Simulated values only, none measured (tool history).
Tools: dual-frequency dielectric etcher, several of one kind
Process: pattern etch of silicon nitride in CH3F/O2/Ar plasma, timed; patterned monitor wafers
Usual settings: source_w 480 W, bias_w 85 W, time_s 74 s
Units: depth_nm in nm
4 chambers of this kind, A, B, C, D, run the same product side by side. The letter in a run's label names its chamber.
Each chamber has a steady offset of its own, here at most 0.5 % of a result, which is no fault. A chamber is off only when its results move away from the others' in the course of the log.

run     day  source_w  bias_w  time_s  hours since the last wet clean  hours since the last source power generator calibration  hours since the last bias power generator calibration  read-back reference wafer on the same gauge, depth_nm  depth_nm
 1D   0.458       480      85      74                           112.8                                                   2466.3                                                 1585.9                                                 64.304    58.688
 2A   0.962       480      85      74                            37.0                                                    695.1                                                 1539.5                                                 64.314    59.217
 3B   1.429       480      85      74                           109.5                                                   2455.7                                                 5265.7                                                 64.292    59.167
 4C   1.871       480      85      74                           380.7                                                   1237.6                                                  152.5                                                 64.302    59.386
 5D   2.275       480      85      74                           156.4                                                   2509.9                                                 1629.5                                                 64.290    58.396
 6B   2.733       480      85      74                           140.8                                                   2487.0                                                 5297.0                                                 64.290    58.957
 7A   3.067       590      70      74                            87.5                                                    745.6                                                 1590.0                                                 64.308    59.774
 8C   3.662       590      70      74                           423.7                                                   1280.6                                                  195.5                                                 64.299    59.846
 9D   4.042       590      70      74                           198.8                                                   2552.3                                                 1671.9                                                 64.319    59.602
10B   4.675       590      70      74                           187.4                                                   2533.6                                                 5343.6                                                 64.310    59.422
11A   5.171       480      85      74                           138.0                                                    796.1                                                 1640.5                                                 64.288    58.784
12C   5.471       480      85      74                           467.1                                                   1324.0                                                  238.9                                                 64.306    58.988
13C   5.917       480      85      74                           477.8                                                   1334.7                                                  249.6                                                 64.248    58.886
14B   6.250       480      85      74                           225.2                                                   2571.4                                                 5381.4                                                 64.274    59.020
15A   6.662       480      85      74                           173.8                                                    831.9                                                 1676.3                                                 64.327    58.796
16D   7.288       480      94      90                           276.7                                                   2630.2                                                 1749.8                                                 64.273    73.571
17C   7.775       480      94      90                           522.4                                                   1379.3                                                  294.2                                                 64.335    74.730
18D   8.367       480      94      90                           302.6                                                   2656.1                                                 1775.7                                                 64.332    73.967
      8.862  -- chamber B: bias power generator calibrated
19B   8.946       480      94      90                           289.9                                                   2636.1                                                    2.1                                                 64.289    74.365
      9.171  -- chamber C: wet clean of the chamber
20A   9.346       480      85      74                           238.2                                                    896.3                                                 1740.7                                                 64.292    58.695
21C   9.950       480      85      74                            18.8                                                   1431.5                                                  346.4                                                 64.291    59.232
22A  10.242       480      85      74                           259.7                                                    917.8                                                 1762.2                                                 64.283    58.721
23D  10.675       480      85      74                           358.0                                                   2711.5                                                 1831.1                                                 64.299    58.464
24B  11.279       480      85      74                           345.9                                                   2692.1                                                   58.1                                                 64.296    59.083
25D  11.658       480      85      74                           381.6                                                   2735.1                                                 1854.7                                                 64.300    58.969
26A  12.158       480      85      74                           305.7                                                    963.8                                                 1808.2                                                 64.255    58.864
27B  12.438       440      85      61                           373.7                                                   2719.9                                                   85.9                                                 64.326    47.058
28C  12.788       440      85      61                            86.9                                                   1499.6                                                  414.5                                                 64.297    47.249
29A  13.283       440      85      61                           332.7                                                    990.8                                                 1835.2                                                 64.262    47.111
30C  13.896       440      85      61                           113.5                                                   1526.2                                                  441.1                                                 64.347    47.285

All 4 chambers run these settings next. Forecast each chamber's results:
31A  14.350       480     100      74                                                                                                                                                                                                                ?
31B  14.350       480     100      74                                                                                                                                                                                                                ?
31C  14.350       480     100      74                                                                                                                                                                                                                ?
31D  14.350       480     100      74                                                                                                                                                                                                                ?

run  depth_nm
31A    62.519
31B    62.541
31C    63.012
31D    62.351
